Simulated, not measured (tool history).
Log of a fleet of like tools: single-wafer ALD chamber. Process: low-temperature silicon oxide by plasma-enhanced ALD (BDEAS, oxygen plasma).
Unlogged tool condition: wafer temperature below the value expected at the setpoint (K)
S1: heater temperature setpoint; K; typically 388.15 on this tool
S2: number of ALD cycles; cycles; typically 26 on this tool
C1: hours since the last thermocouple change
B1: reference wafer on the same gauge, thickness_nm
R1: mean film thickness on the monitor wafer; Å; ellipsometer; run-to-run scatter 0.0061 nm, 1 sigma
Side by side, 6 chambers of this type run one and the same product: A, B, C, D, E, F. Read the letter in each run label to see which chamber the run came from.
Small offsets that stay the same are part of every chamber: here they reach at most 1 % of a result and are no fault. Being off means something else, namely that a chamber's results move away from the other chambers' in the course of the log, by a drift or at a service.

| run | day | S1 | S2 | C1 | B1 | R1 |
|---|---|---|---|---|---|---|
| 1F | 0.279 | 388.15 | 26 | 136.1 | 3.8813 | 36.352 |
| 2C | 0.712 | 388.15 | 26 | 2381.1 | 3.8830 | 36.153 |
| 3A | 1.021 | 388.15 | 26 | 330.8 | 3.8801 | 35.971 |
| 4E | 1.225 | 388.15 | 26 | 1933.0 | 3.8834 | 35.999 |
| 5D | 1.425 | 388.15 | 26 | 265.5 | 3.8841 | 35.979 |
| 6B | 1.804 | 397.15 | 22 | 1081.8 | 3.8837 | 30.122 |
| 7A | 2.179 | 397.15 | 22 | 358.6 | 3.8837 | 30.022 |
| 8F | 2.412 | 397.15 | 22 | 187.3 | 3.8863 | 30.295 |
| 9B | 2.833 | 397.15 | 22 | 1106.5 | 3.8846 | 30.213 |
| 10D | 3.058 | 397.15 | 22 | 304.7 | 3.8859 | 30.026 |
| 11E | 3.462 | 397.15 | 22 | 1986.7 | 3.8864 | 29.941 |
| 12C | 3.746 | 388.15 | 26 | 2453.9 | 3.8866 | 36.184 |
| 13A | 4.179 | 388.15 | 26 | 406.6 | 3.8896 | 36.040 |
| 14D | 4.621 | 388.15 | 26 | 342.2 | 3.8881 | 36.094 |
| 15E | 5.000 | 388.15 | 26 | 2023.6 | 3.8910 | 36.056 |
| 16C | 5.275 | 388.15 | 26 | 2490.6 | 3.8913 | 36.236 |
| 17F | 5.617 | 388.15 | 26 | 264.2 | 3.8933 | 36.518 |
| 18B | 5.908 | 388.15 | 26 | 1180.3 | 3.8914 | 36.402 |
| 19A | 6.262 | 388.15 | 26 | 456.6 | 3.8935 | 36.154 |
| 20E | 6.550 | 388.15 | 26 | 2060.8 | 3.8926 | 36.086 |
| 21F | 6.758 | 388.15 | 26 | 291.6 | 3.8955 | 36.481 |
| 22D | 7.042 | 388.15 | 26 | 400.3 | 3.8956 | 36.341 |
| 23C | 7.454 | 388.15 | 26 | 2542.9 | 3.8952 | 36.410 |
| 24B | 7.708 | 388.15 | 26 | 1223.5 | 3.8950 | 36.358 |
| 25D | 8.017 | 388.15 | 26 | 423.7 | 3.8976 | 36.226 |
| 26A | 8.338 | 388.15 | 26 | 506.4 | 3.8961 | 36.104 |
| 27F | 8.654 | 388.15 | 26 | 337.1 | 3.8988 | 36.469 |
| 28E | 8.921 | 388.15 | 26 | 2117.7 | 3.8977 | 36.094 |
|  | 9.088 | chamber C: thermocouple changed; heater temperature recalibrated |
|  | 9.104 | chamber B: thermocouple changed; heater temperature recalibrated |
| 29C | 9.146 | 388.15 | 26 | 1.4 | 3.8988 | 36.237 |
| 30B | 9.550 | 388.15 | 26 | 10.7 | 3.8994 | 36.403 |
| 31F | 9.842 | 395.15 | 29 | 365.6 | 3.8995 | 40.145 |
| 32A | 10.283 | 395.15 | 29 | 553.1 | 3.9012 | 39.774 |
| 33D | 10.725 | 395.15 | 29 | 488.7 | 3.9018 | 39.975 |
| 34C | 11.158 | 395.15 | 29 | 49.7 | 3.9029 | 39.981 |
| 35B | 11.525 | 395.15 | 29 | 58.1 | 3.9036 | 40.159 |
| 36E | 11.829 | 395.15 | 29 | 2187.5 | 3.9046 | 39.747 |
| 37E | 12.108 | 388.15 | 26 | 2194.2 | 3.9056 | 36.228 |
| 38A | 12.358 | 377.15 | 24 | 602.9 | 3.9036 | 34.042 |
| 39C | 12.592 | 377.15 | 24 | 84.1 | 3.9045 | 34.260 |
| 40D | 12.971 | 377.15 | 24 | 542.6 | 3.9082 | 34.080 |

Is one chamber out of step, is the gauge drifting, or do the chambers differ by no more than their own small offsets? For an off chamber, give its letter and the likeliest cause.

It is the gauge, not a chamber: its drift shows up in every chamber's results at once, and no chamber is off.
Likeliest cause: gauge reads high (%) = 0.688.
